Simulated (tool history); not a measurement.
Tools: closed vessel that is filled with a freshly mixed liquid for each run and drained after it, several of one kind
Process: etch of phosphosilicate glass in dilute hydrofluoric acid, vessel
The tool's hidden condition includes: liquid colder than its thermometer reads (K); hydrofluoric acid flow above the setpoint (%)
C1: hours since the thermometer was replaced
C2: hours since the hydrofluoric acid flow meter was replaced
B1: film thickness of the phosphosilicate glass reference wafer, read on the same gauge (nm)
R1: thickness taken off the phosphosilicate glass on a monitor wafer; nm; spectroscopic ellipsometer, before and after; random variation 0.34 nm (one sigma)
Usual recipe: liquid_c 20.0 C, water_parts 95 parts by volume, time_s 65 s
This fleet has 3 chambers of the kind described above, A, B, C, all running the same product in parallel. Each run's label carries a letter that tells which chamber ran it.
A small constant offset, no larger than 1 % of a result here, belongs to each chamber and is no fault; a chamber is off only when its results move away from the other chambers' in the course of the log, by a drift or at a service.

{"run": "1C", "hour": 7.4, "liquid_c": 20.0, "water_parts": 95, "time_s": 65, "C1": 704.0, "C2": 706.2, "B1": 150.0, "R1": 35.873}
{"run": "2B", "hour": 15.3, "liquid_c": 20.0, "water_parts": 95, "time_s": 65, "C1": 2080.9, "C2": 1454.8, "B1": 150.0, "R1": 35.247}
{"run": "3A", "hour": 28.9, "liquid_c": 20.0, "water_parts": 95, "time_s": 65, "C1": 1076.5, "C2": 1869.8, "B1": 149.97, "R1": 34.756}
{"run": "4C", "hour": 40.9, "liquid_c": 20.0, "water_parts": 95, "time_s": 65, "C1": 737.5, "C2": 739.7, "B1": 150.0, "R1": 35.011}
{"run": "5B", "hour": 55.6, "liquid_c": 20.0, "water_parts": 95, "time_s": 65, "C1": 2121.2, "C2": 1495.1, "B1": 149.99, "R1": 35.562}
{"run": "6A", "hour": 71.2, "liquid_c": 20.0, "water_parts": 95, "time_s": 65, "C1": 1118.8, "C2": 1912.1, "B1": 150.0, "R1": 35.136}
{"run": "7C", "hour": 83.1, "liquid_c": 20.0, "water_parts": 95, "time_s": 65, "C1": 779.7, "C2": 781.9, "B1": 149.99, "R1": 35.419}
{"run": "8B", "hour": 92.5, "liquid_c": 20.0, "water_parts": 95, "time_s": 65, "C1": 2158.1, "C2": 1532.0, "B1": 150.01, "R1": 35.389}
{"run": "9A", "hour": 107.4, "liquid_c": 20.0, "water_parts": 50, "time_s": 65, "C1": 1155.0, "C2": 1948.3, "B1": 150.0, "R1": 70.101}
{"run": "10C", "hour": 120.5, "liquid_c": 20.0, "water_parts": 50, "time_s": 65, "C1": 817.1, "C2": 819.3, "B1": 150.0, "R1": 70.649}
{"run": "11A", "hour": 135.8, "liquid_c": 20.0, "water_parts": 50, "time_s": 65, "C1": 1183.4, "C2": 1976.7, "B1": 149.99, "R1": 70.731}
{"run": "12B", "hour": 148.1, "liquid_c": 20.0, "water_parts": 95, "time_s": 65, "C1": 2213.7, "C2": 1587.6, "B1": 150.0, "R1": 35.746}
{"run": "13C", "hour": 156.5, "liquid_c": 20.0, "water_parts": 95, "time_s": 65, "C1": 853.1, "C2": 855.3, "B1": 150.01, "R1": 36.005}
{"run": "14B", "hour": 172.4, "liquid_c": 17.0, "water_parts": 95, "time_s": 65, "C1": 2238.0, "C2": 1611.9, "B1": 149.99, "R1": 32.058}
{"run": "15A", "hour": 187.7, "liquid_c": 17.0, "water_parts": 95, "time_s": 65, "C1": 1235.3, "C2": 2028.6, "B1": 150.0, "R1": 30.992}
{"hour": 193.5, "done": "chamber B: thermometer replaced"}
{"run": "16B", "hour": 203.5, "liquid_c": 17.0, "water_parts": 95, "time_s": 65, "C1": 10.1, "C2": 1643.0, "B1": 149.97, "R1": 31.099}
{"run": "17A", "hour": 212.3, "liquid_c": 20.0, "water_parts": 95, "time_s": 65, "C1": 1259.9, "C2": 2053.2, "B1": 149.99, "R1": 35.358}
{"run": "18C", "hour": 224.1, "liquid_c": 20.0, "water_parts": 95, "time_s": 35, "C1": 920.7, "C2": 922.9, "B1": 149.98, "R1": 18.917}
{"run": "19C", "hour": 237.4, "liquid_c": 20.0, "water_parts": 95, "time_s": 35, "C1": 934.0, "C2": 936.2, "B1": 149.98, "R1": 18.994}
{"run": "20A", "hour": 247.2, "liquid_c": 20.0, "water_parts": 95, "time_s": 35, "C1": 1294.8, "C2": 2088.1, "B1": 150.0, "R1": 19.04}
{"run": "21B", "hour": 255.1, "liquid_c": 20.0, "water_parts": 95, "time_s": 65, "C1": 61.7, "C2": 1694.6, "B1": 149.99, "R1": 35.415}
{"run": "22C", "hour": 264.6, "liquid_c": 23.5, "water_parts": 95, "time_s": 65, "C1": 961.2, "C2": 963.4, "B1": 149.99, "R1": 40.565}
{"run": "23B", "hour": 279.7, "liquid_c": 23.5, "water_parts": 95, "time_s": 65, "C1": 86.3, "C2": 1719.2, "B1": 150.01, "R1": 41.115}
{"run": "24A", "hour": 291.8, "liquid_c": 23.5, "water_parts": 95, "time_s": 65, "C1": 1339.4, "C2": 2132.7, "B1": 149.99, "R1": 40.257}
{"run": "25A", "hour": 300.8, "liquid_c": 20.0, "water_parts": 95, "time_s": 65, "C1": 1348.4, "C2": 2141.7, "B1": 150.01, "R1": 35.192}
{"run": "26C", "hour": 308.0, "liquid_c": 20.0, "water_parts": 95, "time_s": 65, "C1": 1004.6, "C2": 1006.8, "B1": 150.02, "R1": 35.073}
{"run": "27B", "hour": 323.9, "liquid_c": 20.0, "water_parts": 95, "time_s": 65, "C1": 130.5, "C2": 1763.4, "B1": 150.01, "R1": 35.486}
{"run": "28A", "hour": 338.7, "liquid_c": 20.0, "water_parts": 95, "time_s": 65, "C1": 1386.3, "C2": 2179.6, "B1": 149.99, "R1": 34.837}
{"run": "29B", "hour": 353.4, "liquid_c": 20.0, "water_parts": 95, "time_s": 65, "C1": 160.0, "C2": 1792.9, "B1": 150.0, "R1": 35.323}
{"run": "30C", "hour": 364.3, "liquid_c": 20.0, "water_parts": 95, "time_s": 65, "C1": 1060.9, "C2": 1063.1, "B1": 150.02, "R1": 33.526}
{"run": "31C", "hour": 380.5, "liquid_c": 20.0, "water_parts": 95, "time_s": 65, "C1": 1077.1, "C2": 1079.3, "B1": 150.01, "R1": 34.065}
{"run": "32B", "hour": 391.3, "liquid_c": 20.0, "water_parts": 95, "time_s": 65, "C1": 197.9, "C2": 1830.8, "B1": 150.01, "R1": 36.05}
{"run": "33A", "hour": 405.2, "liquid_c": 20.0, "water_parts": 95, "time_s": 65, "C1": 1452.8, "C2": 2246.1, "B1": 150.0, "R1": 34.166}
{"run": "34C", "hour": 420.1, "liquid_c": 20.0, "water_parts": 95, "time_s": 65, "C1": 1116.7, "C2": 1118.9, "B1": 150.0, "R1": 33.808}
{"run": "35A", "hour": 427.9, "liquid_c": 20.0, "water_parts": 95, "time_s": 65, "C1": 1475.5, "C2": 2268.8, "B1": 150.0, "R1": 34.853}
{"run": "36B", "hour": 444.0, "liquid_c": 20.0, "water_parts": 95, "time_s": 65, "C1": 250.6, "C2": 1883.5, "B1": 149.97, "R1": 35.069}
{"run": "37C", "hour": 458.2, "liquid_c": 20.0, "water_parts": 95, "time_s": 65, "C1": 1154.8, "C2": 1157.0, "B1": 149.99, "R1": 32.835}
{"run": "38B", "hour": 468.6, "liquid_c": 20.0, "water_parts": 95, "time_s": 65, "C1": 275.2, "C2": 1908.1, "B1": 149.99, "R1": 35.976}
{"run": "39A", "hour": 483.1, "liquid_c": 20.0, "water_parts": 95, "time_s": 65, "C1": 1530.7, "C2": 2324.0, "B1": 150.02, "R1": 34.413}
{"run": "40A", "hour": 495.1, "liquid_c": 20.0, "water_parts": 95, "time_s": 65, "C1": 1542.7, "C2": 2336.0, "B1": 150.0, "R1": 34.795}

Does one chamber stand apart from the rest, does the shared gauge drift, or is all well apart from small per-chamber offsets? Give the chamber and the most likely cause, where there is one.

Little by little, chamber C moves away from the other chambers.
What lies behind it: liquid colder than its thermometer reads (K) = 2.08.
The log may not separate it from: hydrofluoric acid flow below the setpoint (%).

Below are 4 candidate recipes for chamber C's next run, each the usual settings with a change, their results shown as question marks. Which of them brings C's results back in line with what the other chambers give on the usual settings?
A result is in line if it is within this distance of the other chambers' mean on the usual settings: R1 1.200 nm
{"run": "41C-1", "hour": 506.8, "liquid_c": 20.0, "water_parts": 95, "time_s": 55, "R1": "?"}
{"run": "41C-2", "hour": 506.8, "liquid_c": 20.5, "water_parts": 90, "time_s": 70, "R1": "?"}
{"run": "41C-3", "hour": 506.8, "liquid_c": 20.0, "water_parts": 95, "time_s": 60, "R1": "?"}
{"run": "41C-4", "hour": 506.8, "liquid_c": 20.0, "water_parts": 95, "time_s": 70, "R1": "?"}

Usual-settings mean across the other chambers: R1 35.199 nm
run=41C-1 R1=27.550
run=41C-2 R1=38.017
run=41C-3 R1=30.055
run=41C-4 R1=35.064
41C-4 brings the chamber back in line.

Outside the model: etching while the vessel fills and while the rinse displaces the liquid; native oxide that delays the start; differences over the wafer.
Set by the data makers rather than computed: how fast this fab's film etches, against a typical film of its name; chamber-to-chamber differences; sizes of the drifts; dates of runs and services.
